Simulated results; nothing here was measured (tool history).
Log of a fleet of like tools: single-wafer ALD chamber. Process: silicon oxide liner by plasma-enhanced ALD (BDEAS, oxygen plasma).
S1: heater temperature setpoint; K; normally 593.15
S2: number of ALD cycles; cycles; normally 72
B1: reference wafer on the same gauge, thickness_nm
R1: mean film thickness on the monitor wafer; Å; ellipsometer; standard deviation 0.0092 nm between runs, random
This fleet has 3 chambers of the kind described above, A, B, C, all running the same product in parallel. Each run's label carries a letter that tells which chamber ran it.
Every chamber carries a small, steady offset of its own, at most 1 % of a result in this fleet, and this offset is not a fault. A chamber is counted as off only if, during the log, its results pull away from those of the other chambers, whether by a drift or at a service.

run,day,S1,S2,B1,R1
1C,0.246,593.15,72,6.3393,65.718
2A,0.396,593.15,72,6.3406,64.639
3B,0.596,593.15,72,6.3361,65.128
4B,0.767,593.15,72,6.3359,65.042
5C,1.012,579.15,61,6.3344,56.721
6A,1.200,579.15,61,6.3329,55.695
7B,1.446,579.15,61,6.3309,56.098
8C,1.604,593.15,72,6.3338,65.628
9A,1.788,593.15,72,6.3315,64.618
10C,2.000,593.15,72,6.3333,65.562
11A,2.167,593.15,67,6.3321,60.109
12B,2.371,593.15,67,6.3314,60.439
13A,2.642,593.15,67,6.3267,60.096
14C,2.829,593.15,72,6.3276,65.664
15B,2.975,593.15,72,6.3290,65.075
16B,3.229,580.15,63,6.3265,57.890
17A,3.496,580.15,63,6.3267,57.476
18C,3.617,580.15,63,6.3251,58.448
19A,3.846,593.15,78,6.3225,69.930
20B,3.971,593.15,78,6.3236,70.474
21C,4.242,593.15,78,6.3209,71.092
22B,4.367,593.15,72,6.3234,65.040
23C,4.521,593.15,72,6.3221,65.498
24A,4.767,593.15,72,6.3219,64.551
25C,4.967,593.15,72,6.3183,65.336
26B,5.208,593.15,72,6.3162,64.944
27A,5.479,593.15,72,6.3183,64.457
28B,5.683,593.15,72,6.3154,64.766
29A,5.854,593.15,72,6.3165,64.354
30C,6.083,593.15,72,6.3142,65.503
31C,6.212,593.15,72,6.3147,65.347
32A,6.338,593.15,72,6.3139,64.325
33B,6.562,593.15,72,6.3108,64.820
34B,6.738,604.15,67,6.3117,59.439
35C,6.967,604.15,67,6.3106,59.616
36A,7.171,604.15,67,6.3110,58.944
37C,7.429,593.15,72,6.3082,65.318
38A,7.579,593.15,72,6.3070,64.349
39B,7.833,593.15,72,6.3104,64.604
40B,8.071,593.15,72,6.3085,64.926
41C,8.342,593.15,72,6.3061,65.379
42A,8.479,593.15,72,6.3029,64.262

Read the log: is a single chamber off, either drifting away or since a service, is the gauge that measures every chamber drifting, or is nothing wrong beyond small per-chamber offsets? Name any odd chamber and what most likely caused it.

Every chamber seems to shift together because the gauge that measures them all drifts; the chambers themselves are fine.
Likeliest cause: gauge reads low (%) = 0.576.

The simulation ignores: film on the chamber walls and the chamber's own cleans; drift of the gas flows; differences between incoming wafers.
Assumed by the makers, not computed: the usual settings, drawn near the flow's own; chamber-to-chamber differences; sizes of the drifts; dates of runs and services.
